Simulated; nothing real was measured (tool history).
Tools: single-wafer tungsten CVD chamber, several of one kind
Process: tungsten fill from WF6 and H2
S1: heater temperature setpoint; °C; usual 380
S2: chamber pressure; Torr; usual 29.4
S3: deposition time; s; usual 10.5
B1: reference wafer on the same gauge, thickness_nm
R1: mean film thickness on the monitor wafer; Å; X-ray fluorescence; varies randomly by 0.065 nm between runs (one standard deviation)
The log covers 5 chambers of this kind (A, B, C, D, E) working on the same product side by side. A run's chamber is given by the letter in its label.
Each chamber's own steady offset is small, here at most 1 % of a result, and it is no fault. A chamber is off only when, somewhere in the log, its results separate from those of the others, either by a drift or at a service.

run	hour	S1	S2	S3	B1	R1
1C	5.3	380	29.4	10.5	16.908	203.27
2D	9	380	29.4	10.5	16.907	205.62
3A	13	380	29.4	10.5	16.903	203.49
4E	19.1	380	29.4	10.5	16.915	204.96
5B	23.5	380	29.4	10.5	16.901	204.83
6E	30.9	380	29.4	10.5	16.883	204.59
7A	38.1	380	29.4	10.5	16.89	202.38
8D	43.7	380	29.4	10.5	16.905	204.83
9B	51	380	29.4	10.5	16.898	204.27
10C	54.8	380	29.4	10.5	16.881	204.4
11B	62.1	380	29.4	10.5	16.899	204.4
12C	68.2	380	29.4	10.5	16.891	203.85
13D	73.6	380	29.4	10.5	16.897	205.37
14E	77.2	380	26.1	11.2	16.898	205.07
15A	81.9	380	26.1	11.2	16.885	204.4
16C	88.6	380	26.1	11.2	16.89	204.53
17D	94.2	380	26.1	11.2	16.894	206.6
18A	99.3	380	26.1	11.2	16.901	205.16
19E	104.6	380	29.4	10.5	16.89	205.05
20B	111.5	380	29.4	10.5	16.902	204.13
21D	116.9	380	34.8	10.5	16.911	221.8
22B	120.6	380	34.8	10.5	16.888	221.75
23A	124.1	380	34.8	10.5	16.898	218.58
24E	130.7	380	34.8	10.5	16.887	221.3
25C	137.4	380	34.8	10.5	16.895	220.85
26A	144.3	380	29.4	10.5	16.894	202.21
27C	148.3	380	29.4	10.5	16.9	205.13
28D	155.2	380	29.4	10.5	16.9	205.52
29E	159.3	380	29.4	10.5	16.901	204.99
30B	165.7	380	29.4	10.5	16.899	205.09
31C	171.1	380	23.2	11.2	16.903	193.99
32B	176.6	380	23.2	11.2	16.899	194.96
33A	181.4	380	23.2	11.2	16.884	193.24
34E	184.9	380	23.2	11.2	16.899	194.28
35D	189.7	380	23.2	11.2	16.893	195.58
36E	195.3	380	29.4	9.7	16.911	189.33
37C	198.9	380	29.4	9.7	16.889	188.12
38A	204.9	380	29.4	9.7	16.897	187.22
39D	209.1	380	29.4	9.7	16.904	189.03

Which is it: a chamber that has drifted or been left off by a service, a gauge drift common to all chambers, or only each chamber's usual small offset? If a chamber is off, name it and its likeliest cause.

No chamber stands off beyond its own small offset, and the gauge holds steady.
